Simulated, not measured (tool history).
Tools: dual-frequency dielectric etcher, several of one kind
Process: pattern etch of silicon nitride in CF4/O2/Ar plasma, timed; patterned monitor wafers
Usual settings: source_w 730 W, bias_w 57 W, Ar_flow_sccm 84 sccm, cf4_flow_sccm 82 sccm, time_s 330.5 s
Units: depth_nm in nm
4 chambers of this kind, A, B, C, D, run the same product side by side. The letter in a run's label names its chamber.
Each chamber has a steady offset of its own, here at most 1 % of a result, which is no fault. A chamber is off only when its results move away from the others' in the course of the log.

| run | hour | source_w | bias_w | Ar_flow_sccm | cf4_flow_sccm | time_s | hours since the last wet clean | hours since the last source power generator calibration | hours since the last bias power generator calibration | hours since the last Ar flow controller change | hours since the last CF4 flow controller change | read-back reference wafer on the same gauge, depth_nm | depth_nm |
|---|---|---|---|---|---|---|---|---|---|---|---|---|---|
| 1A | 8.8 | 730 | 57 | 84 | 82 | 330.5 | 416.7 | 2006.5 | 2003.2 | 1505.1 | 678.5 | 871.62 | 921.73 |
| 2D | 18.7 | 730 | 57 | 84 | 82 | 330.5 | 377.2 | 985.7 | 1428.4 | 2925 | 1407.6 | 872.08 | 901.05 |
| 3C | 28 | 730 | 57 | 84 | 82 | 330.5 | 187.9 | 829.3 | 2151.7 | 2719.7 | 350 | 871.1 | 912.42 |
| 4B | 39.4 | 730 | 57 | 84 | 82 | 330.5 | 278.5 | 1455.7 | 1035.4 | 1418.3 | 4104.1 | 872.11 | 913.65 |
| 5A | 47.2 | 730 | 52 | 84 | 99 | 330.5 | 455.1 | 2044.9 | 2041.6 | 1543.5 | 716.9 | 871.66 | 918.24 |
| 6D | 54.5 | 730 | 52 | 84 | 99 | 330.5 | 413 | 1021.5 | 1464.2 | 2960.8 | 1443.4 | 872.15 | 902.9 |
| 7C | 67.7 | 730 | 52 | 84 | 99 | 330.5 | 227.6 | 869 | 2191.4 | 2759.4 | 389.7 | 871.54 | 904.47 |
| 8B | 83.3 | 730 | 52 | 84 | 99 | 330.5 | 322.4 | 1499.6 | 1079.3 | 1462.2 | 4148 | 872.21 | 899.9 |
| 9D | 94.2 | 730 | 57 | 84 | 82 | 330.5 | 452.7 | 1061.2 | 1503.9 | 3000.5 | 1483.1 | 872.02 | 913.74 |
| 10B | 110.5 | 730 | 57 | 84 | 82 | 330.5 | 349.6 | 1526.8 | 1106.5 | 1489.4 | 4175.2 | 872.24 | 904.73 |
| 11C | 124.9 | 730 | 57 | 84 | 82 | 330.5 | 284.8 | 926.2 | 2248.6 | 2816.6 | 446.9 | 872.21 | 917.21 |
| 12A | 138.8 | 730 | 57 | 84 | 82 | 330.5 | 546.7 | 2136.5 | 2133.2 | 1635.1 | 808.5 | 871.99 | 925.22 |
| 13D | 147 | 730 | 57 | 84 | 82 | 330.5 | 505.5 | 1114 | 1556.7 | 3053.3 | 1535.9 | 871.52 | 903.63 |
| 14B | 160.9 | 730 | 57 | 84 | 82 | 330.5 | 400 | 1577.2 | 1156.9 | 1539.8 | 4225.6 | 872.3 | 908.89 |
| 15C | 169.2 | 730 | 57 | 84 | 82 | 330.5 | 329.1 | 970.5 | 2292.9 | 2860.9 | 491.2 | 872.7 | 915.64 |
|  | 172.4 | chamber D: wet clean of the chamber |
|  | 173.7 | chamber B: wet clean of the chamber |
| 16A | 179.3 | 730 | 57 | 101 | 82 | 330.5 | 587.2 | 2177 | 2173.7 | 1675.6 | 849 | 872.21 | 899.91 |
| 17D | 187.4 | 730 | 57 | 101 | 82 | 330.5 | 15.1 | 1154.4 | 1597.1 | 3093.7 | 1576.3 | 872.04 | 914.97 |
| 18C | 199.6 | 730 | 57 | 101 | 82 | 330.5 | 359.5 | 1000.9 | 2323.3 | 2891.3 | 521.6 | 871.94 | 888.38 |
|  | 207.2 | chamber C: wet clean of the chamber |
| 19B | 210.8 | 730 | 57 | 101 | 82 | 330.5 | 37.2 | 1627.1 | 1206.8 | 1589.7 | 4275.5 | 871.71 | 887.57 |
| 20A | 218.9 | 730 | 57 | 84 | 82 | 330.5 | 626.8 | 2216.6 | 2213.3 | 1715.2 | 888.6 | 872.07 | 922.47 |
| 21D | 234.6 | 730 | 57 | 84 | 82 | 330.5 | 62.3 | 1201.6 | 1644.3 | 3140.9 | 1623.5 | 871.94 | 937.21 |
|  | 237.7 | chamber A: wet clean of the chamber |
| 22A | 246.9 | 730 | 57 | 84 | 82 | 330.5 | 9.3 | 2244.6 | 2241.3 | 1743.2 | 916.6 | 871.7 | 926.69 |
| 23B | 257.6 | 730 | 57 | 84 | 98 | 402 | 84 | 1673.9 | 1253.6 | 1636.5 | 4322.3 | 871.75 | 1127.7 |
| 24C | 269.8 | 730 | 57 | 84 | 98 | 402 | 62.7 | 1071.1 | 2393.5 | 2961.5 | 591.8 | 871.94 | 1144.5 |
| 25A | 278.7 | 730 | 57 | 84 | 98 | 402 | 41.1 | 2276.4 | 2273.1 | 1775 | 948.4 | 872.29 | 1149.5 |
| 26D | 289.1 | 730 | 57 | 84 | 98 | 402 | 116.8 | 1256.1 | 1698.8 | 3195.4 | 1678 | 871.85 | 1161.4 |
| 27B | 297 | 730 | 57 | 84 | 82 | 330.5 | 123.4 | 1713.3 | 1293 | 1675.9 | 4361.7 | 872.34 | 907.28 |
| 28C | 313.2 | 730 | 57 | 84 | 82 | 330.5 | 106.1 | 1114.5 | 2436.9 | 3004.9 | 635.2 | 871.16 | 914.77 |
| 29B | 324.3 | 730 | 57 | 84 | 82 | 330.5 | 150.7 | 1740.6 | 1320.3 | 1703.2 | 4389 | 872.19 | 907.52 |
| 30A | 337.7 | 730 | 57 | 84 | 82 | 330.5 | 100.1 | 2335.4 | 2332.1 | 1834 | 1007.4 | 871.33 | 924.85 |
|  | 347.8 | chamber B: source power generator calibrated |
| 31D | 352.7 | 730 | 57 | 84 | 82 | 330.5 | 180.4 | 1319.7 | 1762.4 | 3259 | 1741.6 | 871.76 | 933.86 |
| 32C | 366.3 | 730 | 57 | 67 | 82 | 330.5 | 159.2 | 1167.6 | 2490 | 3058 | 688.3 | 872.95 | 937.61 |
| 33A | 378.8 | 730 | 57 | 67 | 82 | 330.5 | 141.2 | 2376.5 | 2373.2 | 1875.1 | 1048.5 | 871.93 | 945.42 |
| 34B | 390.2 | 730 | 57 | 67 | 82 | 330.5 | 216.6 | 42.5 | 1386.2 | 1769.1 | 4454.9 | 871.8 | 933.51 |
| 35C | 405 | 730 | 57 | 67 | 82 | 330.5 | 197.9 | 1206.3 | 2528.7 | 3096.7 | 727 | 872.21 | 947.66 |
| 36D | 416.2 | 730 | 57 | 84 | 82 | 330.5 | 243.9 | 1383.2 | 1825.9 | 3322.5 | 1805.1 | 871.11 | 930.36 |
| 37C | 426.1 | 730 | 57 | 84 | 82 | 330.5 | 219 | 1227.4 | 2549.8 | 3117.8 | 748.1 | 871.62 | 921.79 |

Next, every chamber runs the same settings. What will each give?
| 38A | 438.1 | 730 | 57 | 84 | 82 | 425 |  |  |  |  |  |  | ? |
| 38B | 438.1 | 730 | 57 | 84 | 82 | 425 |  |  |  |  |  |  | ? |
| 38C | 438.1 | 730 | 57 | 84 | 82 | 425 |  |  |  |  |  |  | ? |
| 38D | 438.1 | 730 | 57 | 84 | 82 | 425 |  |  |  |  |  |  | ? |

| run | depth_nm |
|---|---|
| 38A | 1188.7 |
| 38B | 1171.7 |
| 38C | 1180.7 |
| 38D | 1203.5 |

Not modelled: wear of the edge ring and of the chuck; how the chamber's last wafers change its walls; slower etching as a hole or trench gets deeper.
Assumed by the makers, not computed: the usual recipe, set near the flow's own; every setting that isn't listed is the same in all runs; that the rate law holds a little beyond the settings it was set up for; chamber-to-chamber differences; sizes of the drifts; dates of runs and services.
